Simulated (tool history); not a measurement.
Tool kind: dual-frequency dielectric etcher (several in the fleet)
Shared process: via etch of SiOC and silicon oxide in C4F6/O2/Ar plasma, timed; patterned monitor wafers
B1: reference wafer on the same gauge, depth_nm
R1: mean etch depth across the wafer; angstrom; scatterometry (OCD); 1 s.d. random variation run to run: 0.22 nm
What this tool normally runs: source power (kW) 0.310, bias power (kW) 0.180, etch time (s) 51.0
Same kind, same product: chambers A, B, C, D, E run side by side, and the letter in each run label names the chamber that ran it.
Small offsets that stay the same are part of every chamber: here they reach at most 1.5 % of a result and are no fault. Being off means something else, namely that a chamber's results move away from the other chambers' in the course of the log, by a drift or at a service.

Run 1D, hour 4.4: usual settings; B1 54.638. Result: R1 521.57 angstrom.
Run 2C, hour 13.8: usual settings; B1 54.585. Result: R1 518.27 angstrom.
Run 3A, hour 21.9: usual settings; B1 54.558. Result: R1 525.27 angstrom.
Run 4B, hour 29.4: usual settings; B1 54.671. Result: R1 524.97 angstrom.
Run 5E, hour 36.1: usual settings; B1 54.565. Result: R1 526.19 angstrom.
Run 6B, hour 41.2: usual settings; B1 54.654. Result: R1 528.14 angstrom.
Run 7D, hour 49.1: usual settings; B1 54.590. Result: R1 515.98 angstrom.
At hour 53.2: chamber A: wet clean of the chamber.
Run 8E, hour 55.5: usual settings but source power (kW) 0.260, bias power (kW) 0.164; B1 54.536. Result: R1 473.14 angstrom.
At hour 58.9: chamber E: bias power generator calibrated.
Run 9A, hour 64.8: usual settings but source power (kW) 0.260, bias power (kW) 0.164; B1 54.572. Result: R1 477.29 angstrom.
Run 10C, hour 73.6: usual settings but source power (kW) 0.260, bias power (kW) 0.164; B1 54.634. Result: R1 468.73 angstrom.
Run 11A, hour 78.2: usual settings but source power (kW) 0.260, bias power (kW) 0.164; B1 54.643. Result: R1 476.18 angstrom.
Run 12C, hour 86.2: usual settings but source power (kW) 0.260, bias power (kW) 0.164; B1 54.642. Result: R1 467.99 angstrom.
Run 13B, hour 91.2: usual settings; B1 54.673. Result: R1 529.10 angstrom.
Run 14E, hour 96.1: usual settings but source power (kW) 0.250; B1 54.612. Result: R1 482.67 angstrom.
Run 15D, hour 100.7: usual settings but source power (kW) 0.250; B1 54.558. Result: R1 481.58 angstrom.
Run 16D, hour 110.1: usual settings but source power (kW) 0.250; B1 54.656. Result: R1 477.48 angstrom.
Run 17C, hour 117.0: usual settings but source power (kW) 0.250; B1 54.540. Result: R1 475.84 angstrom.
Run 18B, hour 122.5: usual settings but source power (kW) 0.250; B1 54.634. Result: R1 487.43 angstrom.
Run 19A, hour 130.3: usual settings; B1 54.569. Result: R1 529.08 angstrom.
At hour 132.1: chamber E: source power generator calibrated.
Run 20E, hour 137.2: usual settings; B1 54.534. Result: R1 523.28 angstrom.
At hour 143.2: chamber C: wet clean of the chamber.
Run 21B, hour 145.4: usual settings; B1 54.641. Result: R1 530.13 angstrom.
Run 22D, hour 153.5: usual settings; B1 54.560. Result: R1 514.53 angstrom.
Run 23C, hour 161.4: usual settings; B1 54.574. Result: R1 511.48 angstrom.
Run 24E, hour 166.4: usual settings; B1 54.642. Result: R1 520.88 angstrom.
Run 25A, hour 170.9: usual settings; B1 54.620. Result: R1 520.98 angstrom.
Run 26A, hour 178.0: usual settings but bias power (kW) 0.157; B1 54.603. Result: R1 502.53 angstrom.
Run 27C, hour 184.6: usual settings but bias power (kW) 0.157; B1 54.622. Result: R1 492.81 angstrom.
Run 28E, hour 190.2: usual settings but bias power (kW) 0.157; B1 54.604. Result: R1 502.33 angstrom.
Run 29D, hour 197.5: usual settings but bias power (kW) 0.157; B1 54.532. Result: R1 495.72 angstrom.
Run 30B, hour 201.8: usual settings but bias power (kW) 0.157; B1 54.671. Result: R1 507.38 angstrom.
Run 31C, hour 208.1: usual settings; B1 54.632. Result: R1 518.89 angstrom.
Run 32B, hour 216.2: usual settings; B1 54.613. Result: R1 527.64 angstrom.
Run 33D, hour 220.8: usual settings; B1 54.616. Result: R1 521.53 angstrom.
Run 34E, hour 227.2: usual settings; B1 54.623. Result: R1 522.12 angstrom.
Run 35A, hour 233.9: usual settings but source power (kW) 0.230, etch time (s) 59.5; B1 54.611. Result: R1 549.22 angstrom.
Run 36D, hour 238.6: usual settings but source power (kW) 0.230, etch time (s) 59.5; B1 54.615. Result: R1 541.34 angstrom.
Run 37B, hour 247.8: usual settings but source power (kW) 0.230, etch time (s) 59.5; B1 54.619. Result: R1 548.39 angstrom.
Run 38A, hour 254.5: usual settings but source power (kW) 0.230, etch time (s) 59.5; B1 54.622. Result: R1 543.36 angstrom.
Run 39E, hour 258.8: usual settings but source power (kW) 0.230, etch time (s) 59.5; B1 54.626. Result: R1 544.45 angstrom.
Run 40C, hour 267.0: usual settings; B1 54.597. Result: R1 516.02 angstrom.
Run 41A, hour 273.5: usual settings; B1 54.617. Result: R1 523.11 angstrom.
Run 42B, hour 280.2: usual settings; B1 54.596. Result: R1 527.86 angstrom.

All 5 chambers run these settings next. Forecast each chamber's results:
Run 43A, hour 287.0: usual settings. Result: R1 ?.
Run 43B, hour 287.0: usual settings. Result: R1 ?.
Run 43C, hour 287.0: usual settings. Result: R1 ?.
Run 43D, hour 287.0: usual settings. Result: R1 ?.
Run 43E, hour 287.0: usual settings. Result: R1 ?.

run      R1
43A  521.76
43B  526.17
43C  515.54
43D  521.76
43E  522.91

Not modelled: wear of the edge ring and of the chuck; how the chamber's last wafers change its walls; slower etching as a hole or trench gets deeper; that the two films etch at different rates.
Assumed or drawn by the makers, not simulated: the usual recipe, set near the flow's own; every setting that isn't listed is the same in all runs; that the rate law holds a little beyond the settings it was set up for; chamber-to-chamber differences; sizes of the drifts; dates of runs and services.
